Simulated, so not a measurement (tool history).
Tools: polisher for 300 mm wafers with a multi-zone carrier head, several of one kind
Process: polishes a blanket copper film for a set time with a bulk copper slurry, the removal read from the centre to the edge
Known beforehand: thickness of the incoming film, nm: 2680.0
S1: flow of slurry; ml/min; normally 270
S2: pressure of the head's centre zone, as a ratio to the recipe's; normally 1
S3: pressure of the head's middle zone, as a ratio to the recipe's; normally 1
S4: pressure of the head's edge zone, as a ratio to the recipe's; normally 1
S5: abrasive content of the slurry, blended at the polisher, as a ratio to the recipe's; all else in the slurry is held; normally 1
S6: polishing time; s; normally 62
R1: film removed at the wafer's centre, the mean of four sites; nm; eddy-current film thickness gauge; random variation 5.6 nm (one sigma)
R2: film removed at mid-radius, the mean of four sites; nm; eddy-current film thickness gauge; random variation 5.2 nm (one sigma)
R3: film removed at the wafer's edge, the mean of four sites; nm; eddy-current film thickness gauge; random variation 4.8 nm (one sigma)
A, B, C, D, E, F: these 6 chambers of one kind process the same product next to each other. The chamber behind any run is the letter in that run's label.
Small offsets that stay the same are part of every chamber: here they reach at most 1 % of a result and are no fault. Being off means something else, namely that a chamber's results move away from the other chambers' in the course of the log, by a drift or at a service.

-- hour=1.1 chamber E: edge zone pressure recalibrated
run 1C hour=5.9 | S1=270 S2=1 S3=1 S4=1 S5=1 S6=62 | R1=465.19 R2=471.74 R3=459.17
-- hour=9.6 chamber E: slurry nozzle cleaned
run 2A hour=12.1 | S1=270 S2=1 S3=1 S4=1 S5=1 S6=62 | R1=460.79 R2=466.52 R3=468.7
-- hour=14.9 chamber B: edge zone pressure recalibrated
run 3E hour=22.4 | S1=270 S2=1 S3=1 S4=1 S5=1 S6=62 | R1=458.74 R2=450.36 R3=466.78
run 4F hour=27.3 | S1=270 S2=1 S3=1 S4=1 S5=1 S6=62 | R1=463.78 R2=459.74 R3=458.12
run 5B hour=36.7 | S1=270 S2=1 S3=1 S4=0.94 S5=1 S6=62 | R1=468.81 R2=455.76 R3=453.36
run 6D hour=46.3 | S1=270 S2=1 S3=1 S4=0.94 S5=1 S6=62 | R1=463.94 R2=464.52 R3=453
run 7D hour=54.2 | S1=270 S2=1 S3=1 S4=0.94 S5=1 S6=62 | R1=472.77 R2=468.02 R3=453.37
run 8C hour=63.7 | S1=270 S2=1 S3=1 S4=0.94 S5=1 S6=62 | R1=462.31 R2=461.79 R3=454.82
-- hour=65.4 chamber D: worn pad replaced by a new one
run 9F hour=71.4 | S1=270 S2=1 S3=1 S4=0.94 S5=1 S6=62 | R1=467.04 R2=464.74 R3=446.19
run 10E hour=77.2 | S1=270 S2=1 S3=1 S4=0.94 S5=1 S6=62 | R1=458.15 R2=453.55 R3=446.85
-- hour=79.5 chamber F: worn pad replaced by a new one
-- hour=82.4 chamber C: slurry nozzle cleaned
run 11B hour=85.8 | S1=270 S2=1 S3=1 S4=1 S5=1 S6=62 | R1=468.67 R2=459.95 R3=465.15
-- hour=87.7 chamber C: worn pad replaced by a new one
-- hour=92.2 chamber E: worn pad replaced by a new one
run 12A hour=94 | S1=270 S2=1 S3=1 S4=1 S5=1 S6=62 | R1=460.89 R2=458.79 R3=460.7
-- hour=100.7 chamber A: worn pad replaced by a new one
run 13F hour=104.4 | S1=270 S2=1 S3=1 S4=1 S5=1 S6=62 | R1=458.1 R2=460.45 R3=463.1
run 14C hour=110.9 | S1=270 S2=1 S3=1 S4=1.06 S5=0.8 S6=62 | R1=451.46 R2=441.91 R3=451.52
run 15D hour=115.8 | S1=270 S2=1 S3=1 S4=1.06 S5=0.8 S6=62 | R1=444.95 R2=445.2 R3=461.77
-- hour=116.1 chamber B: worn pad replaced by a new one
run 16B hour=121.3 | S1=270 S2=1 S3=1 S4=1.06 S5=0.8 S6=62 | R1=443.73 R2=434.72 R3=452.58
run 17A hour=128.2 | S1=270 S2=1 S3=1 S4=1.06 S5=0.8 S6=62 | R1=440.88 R2=441.92 R3=442.65
run 18E hour=137.1 | S1=270 S2=1 S3=1 S4=1.06 S5=0.8 S6=62 | R1=444.2 R2=438.9 R3=456.81
-- hour=140.8 chamber D: edge zone pressure recalibrated
run 19D hour=146.1 | S1=270 S2=1 S3=1 S4=1.06 S5=0.8 S6=62 | R1=439.01 R2=436.41 R3=456.42
-- hour=147 chamber D: worn pad replaced by a new one
run 20B hour=154.1 | S1=270 S2=1 S3=1 S4=1 S5=1 S6=62 | R1=465.96 R2=465.92 R3=468.83
run 21A hour=159.8 | S1=270 S2=1 S3=1 S4=1 S5=1 S6=62 | R1=460.86 R2=463.21 R3=460.2
run 22C hour=164.6 | S1=270 S2=1 S3=1 S4=1 S5=1 S6=62 | R1=466.39 R2=471.98 R3=458.94
-- hour=173.3 chamber A: slurry nozzle cleaned
run 23E hour=174.9 | S1=270 S2=1 S3=1 S4=1 S5=1 S6=70 | R1=528.27 R2=520.4 R3=522.18
run 24F hour=182.8 | S1=270 S2=1 S3=1 S4=1 S5=1 S6=70 | R1=526.81 R2=523.08 R3=515.15
run 25F hour=191.5 | S1=270 S2=1 S3=1 S4=1 S5=1 S6=70 | R1=509.99 R2=523.47 R3=518.28
-- hour=192.7 chamber F: worn pad replaced by a new one
run 26C hour=200.8 | S1=270 S2=1 S3=1 S4=1 S5=1 S6=70 | R1=525.21 R2=526.68 R3=522.92
run 27E hour=207.3 | S1=270 S2=1 S3=1 S4=1 S5=1 S6=70 | R1=520.91 R2=517.69 R3=524.66
-- hour=211 chamber C: worn pad replaced by a new one
run 28D hour=214.1 | S1=270 S2=1 S3=1 S4=1 S5=1 S6=70 | R1=529.31 R2=517.77 R3=524.57
run 29A hour=219.7 | S1=270 S2=1 S3=1 S4=1 S5=1 S6=62 | R1=459.03 R2=462.63 R3=454.45
-- hour=226.7 chamber A: edge zone pressure recalibrated
run 30B hour=227.2 | S1=270 S2=1 S3=1 S4=1 S5=1 S6=62 | R1=469.56 R2=459.6 R3=460.21
-- hour=229.9 chamber D: worn pad replaced by a new one
run 31D hour=233.3 | S1=270 S2=1 S3=1 S4=1 S5=1 S6=62 | R1=464.92 R2=471.59 R3=456.89
-- hour=234.3 chamber E: worn pad replaced by a new one
run 32C hour=239.4 | S1=270 S2=1 S3=1 S4=1 S5=1 S6=62 | R1=467.14 R2=465.35 R3=459.89
-- hour=240.9 chamber A: worn pad replaced by a new one
-- hour=243.3 chamber B: worn pad replaced by a new one
run 33B hour=247.9 | S1=270 S2=1 S3=1 S4=1 S5=1 S6=62 | R1=467.34 R2=457.63 R3=464.17
run 34A hour=253.3 | S1=270 S2=1 S3=1 S4=1 S5=1 S6=62 | R1=458.54 R2=462.97 R3=454.51
run 35F hour=263 | S1=270 S2=1 S3=1 S4=1 S5=1 S6=62 | R1=453.53 R2=469.55 R3=464.8
-- hour=266.6 chamber A: centre zone pressure recalibrated
run 36E hour=271.1 | S1=270 S2=1 S3=1 S4=1 S5=1 S6=62 | R1=458.62 R2=455.02 R3=465.2
run 37E hour=277.1 | S1=270 S2=1 S3=1 S4=1 S5=1 S6=62 | R1=463.61 R2=452.8 R3=464.27
run 38F hour=282.6 | S1=270 S2=1 S3=0.92 S4=1.06 S5=1 S6=62 | R1=454.45 R2=421.88 R3=469.91
run 39A hour=291.3 | S1=270 S2=1 S3=0.92 S4=1.06 S5=1 S6=62 | R1=463.08 R2=433.45 R3=475.99
run 40D hour=300.7 | S1=270 S2=1 S3=0.92 S4=1.06 S5=1 S6=62 | R1=467.27 R2=433.61 R3=476.74
run 41B hour=308.5 | S1=270 S2=1 S3=0.92 S4=1.06 S5=1 S6=62 | R1=461.52 R2=424.39 R3=488.15
run 42C hour=318.4 | S1=270 S2=1 S3=0.92 S4=1.06 S5=1 S6=62 | R1=472.19 R2=426.33 R3=476.06
run 43A hour=325.9 | S1=270 S2=1 S3=0.92 S4=1.06 S5=1 S6=62 | R1=467.24 R2=432.69 R3=461.96

Each of the 6 chambers runs these same settings next. Fill in every chamber's results:
run 44A hour=333.5 | S1=270 S2=1 S3=1 S4=1 S5=1 S6=62 | R1=? R2=? R3=?
run 44B hour=333.5 | S1=270 S2=1 S3=1 S4=1 S5=1 S6=62 | R1=? R2=? R3=?
run 44C hour=333.5 | S1=270 S2=1 S3=1 S4=1 S5=1 S6=62 | R1=? R2=? R3=?
run 44D hour=333.5 | S1=270 S2=1 S3=1 S4=1 S5=1 S6=62 | R1=? R2=? R3=?
run 44E hour=333.5 | S1=270 S2=1 S3=1 S4=1 S5=1 S6=62 | R1=? R2=? R3=?
run 44F hour=333.5 | S1=270 S2=1 S3=1 S4=1 S5=1 S6=62 | R1=? R2=? R3=?

run=44A R1=467.26 R2=468.93 R3=454.72
run=44B R1=464.78 R2=457.66 R3=471.13
run=44C R1=455.58 R2=480.99 R3=466.5
run=44D R1=465.88 R2=461.96 R3=466.29
run=44E R1=472.39 R2=454.49 R3=458.12
run=44F R1=450.35 R2=461.09 R3=462.14
